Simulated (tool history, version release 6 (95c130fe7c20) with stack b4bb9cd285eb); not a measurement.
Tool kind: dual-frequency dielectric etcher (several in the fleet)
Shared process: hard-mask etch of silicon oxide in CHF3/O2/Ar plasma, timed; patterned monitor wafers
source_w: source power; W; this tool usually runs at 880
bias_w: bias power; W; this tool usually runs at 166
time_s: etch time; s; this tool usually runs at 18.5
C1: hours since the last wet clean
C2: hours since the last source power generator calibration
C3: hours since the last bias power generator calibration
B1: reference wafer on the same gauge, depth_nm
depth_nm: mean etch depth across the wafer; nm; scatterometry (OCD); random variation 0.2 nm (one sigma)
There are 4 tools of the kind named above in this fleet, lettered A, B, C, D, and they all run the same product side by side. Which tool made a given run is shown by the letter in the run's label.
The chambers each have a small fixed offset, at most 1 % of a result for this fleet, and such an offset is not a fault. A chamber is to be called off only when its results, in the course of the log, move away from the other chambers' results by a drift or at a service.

Run 1A, hour 5: usual settings; C1 526.7; C2 2274.5; C3 336.7; B1 45.64. Result: depth_nm 41.376 nm.
Run 2C, hour 9.7: usual settings; C1 336.4; C2 1247.6; C3 1354.4; B1 45.635. Result: depth_nm 41.399 nm.
Run 3D, hour 16.7: usual settings; C1 25.4; C2 951.5; C3 1887.7; B1 45.65. Result: depth_nm 41.431 nm.
Run 4B, hour 25.4: usual settings; C1 261.7; C2 1956.8; C3 257.8; B1 45.637. Result: depth_nm 41.182 nm.
Run 5B, hour 33.4: usual settings; C1 269.7; C2 1964.8; C3 265.8; B1 45.584. Result: depth_nm 41.575 nm.
Run 6A, hour 42: usual settings but time_s 16.5 s; C1 563.7; C2 2311.5; C3 373.7; B1 45.643. Result: depth_nm 36.334 nm.
Run 7D, hour 48: usual settings but time_s 16.5 s; C1 56.7; C2 982.8; C3 1919; B1 45.549. Result: depth_nm 37.006 nm.
Run 8C, hour 54.3: usual settings but time_s 16.5 s; C1 381; C2 1292.2; C3 1399; B1 45.653. Result: depth_nm 36.888 nm.
Run 9D, hour 61.9: usual settings but time_s 16.5 s; C1 70.6; C2 996.7; C3 1932.9; B1 45.6. Result: depth_nm 36.546 nm.
At hour 64.2: chamber C: wet clean of the chamber.
Run 10A, hour 68.5: usual settings; C1 590.2; C2 2338; C3 400.2; B1 45.671. Result: depth_nm 41.553 nm.
Run 11C, hour 75.8: usual settings; C1 11.6; C2 1313.7; C3 1420.5; B1 45.622. Result: depth_nm 41.402 nm.
Run 12B, hour 83.8: usual settings; C1 320.1; C2 2015.2; C3 316.2; B1 45.546. Result: depth_nm 41.237 nm.
At hour 84.2: chamber A: wet clean of the chamber.
Run 13C, hour 92.5: usual settings; C1 28.3; C2 1330.4; C3 1437.2; B1 45.608. Result: depth_nm 41.366 nm.
Run 14D, hour 98.3: usual settings; C1 107; C2 1033.1; C3 1969.3; B1 45.602. Result: depth_nm 41.899 nm.
Run 15A, hour 104.4: usual settings; C1 20.2; C2 2373.9; C3 436.1; B1 45.619. Result: depth_nm 41.169 nm.
Run 16B, hour 112.9: usual settings but bias_w 202 W, time_s 16.5 s; C1 349.2; C2 2044.3; C3 345.3; B1 45.532. Result: depth_nm 39.078 nm.
Run 17B, hour 122.4: usual settings but bias_w 202 W, time_s 16.5 s; C1 358.7; C2 2053.8; C3 354.8; B1 45.615. Result: depth_nm 39.074 nm.
Run 18D, hour 127.2: usual settings but bias_w 202 W, time_s 16.5 s; C1 135.9; C2 1062; C3 1998.2; B1 45.605. Result: depth_nm 39.513 nm.
Run 19A, hour 136.7: usual settings but bias_w 202 W, time_s 16.5 s; C1 52.5; C2 2406.2; C3 468.4; B1 45.554. Result: depth_nm 39.069 nm.
Run 20C, hour 142: usual settings; C1 77.8; C2 1379.9; C3 1486.7; B1 45.547. Result: depth_nm 41.151 nm.
Run 21D, hour 150.4: usual settings; C1 159.1; C2 1085.2; C3 2021.4; B1 45.594. Result: depth_nm 41.462 nm.
Run 22A, hour 156.7: usual settings; C1 72.5; C2 2426.2; C3 488.4; B1 45.612. Result: depth_nm 41.106 nm.
Run 23B, hour 162.8: usual settings; C1 399.1; C2 2094.2; C3 395.2; B1 45.564. Result: depth_nm 41.553 nm.
At hour 168.7: chamber A: source power generator calibrated.
Run 24C, hour 172.6: usual settings; C1 108.4; C2 1410.5; C3 1517.3; B1 45.576. Result: depth_nm 41.258 nm.
Run 25C, hour 179: usual settings; C1 114.8; C2 1416.9; C3 1523.7; B1 45.639. Result: depth_nm 41.221 nm.
Run 26A, hour 188.5: usual settings; C1 104.3; C2 19.8; C3 520.2; B1 45.62. Result: depth_nm 41.408 nm.
Run 27B, hour 194.4: usual settings; C1 430.7; C2 2125.8; C3 426.8; B1 45.605. Result: depth_nm 41.019 nm.
Run 28D, hour 200.9: usual settings but source_w 670 W, time_s 24 s; C1 209.6; C2 1135.7; C3 2071.9; B1 45.596. Result: depth_nm 48.697 nm.
Run 29B, hour 205.3: usual settings but source_w 670 W, time_s 24 s; C1 441.6; C2 2136.7; C3 437.7; B1 45.574. Result: depth_nm 47.66 nm.
Run 30C, hour 209.6: usual settings but source_w 670 W, time_s 24 s; C1 145.4; C2 1447.5; C3 1554.3; B1 45.557. Result: depth_nm 48.335 nm.
Run 31D, hour 217.3: usual settings but source_w 670 W, time_s 24 s; C1 226; C2 1152.1; C3 2088.3; B1 45.614. Result: depth_nm 48.506 nm.
Run 32A, hour 224.3: usual settings but source_w 730 W, time_s 16 s; C1 140.1; C2 55.6; C3 556; B1 45.611. Result: depth_nm 33.098 nm.
Run 33C, hour 231.8: usual settings but source_w 730 W, time_s 16 s; C1 167.6; C2 1469.7; C3 1576.5; B1 45.575. Result: depth_nm 33.415 nm.
Run 34B, hour 238.2: usual settings but source_w 730 W, time_s 16 s; C1 474.5; C2 2169.6; C3 470.6; B1 45.634. Result: depth_nm 33.111 nm.

All 4 chambers run these settings next. Forecast each chamber's results:
Run 35A, hour 245.2: usual settings but time_s 23.5 s. Result: depth_nm ?.
Run 35B, hour 245.2: usual settings but time_s 23.5 s. Result: depth_nm ?.
Run 35C, hour 245.2: usual settings but time_s 23.5 s. Result: depth_nm ?.
Run 35D, hour 245.2: usual settings but time_s 23.5 s. Result: depth_nm ?.

run  depth_nm
35A     52.22
35B     52.61
35C    52.648
35D    52.634
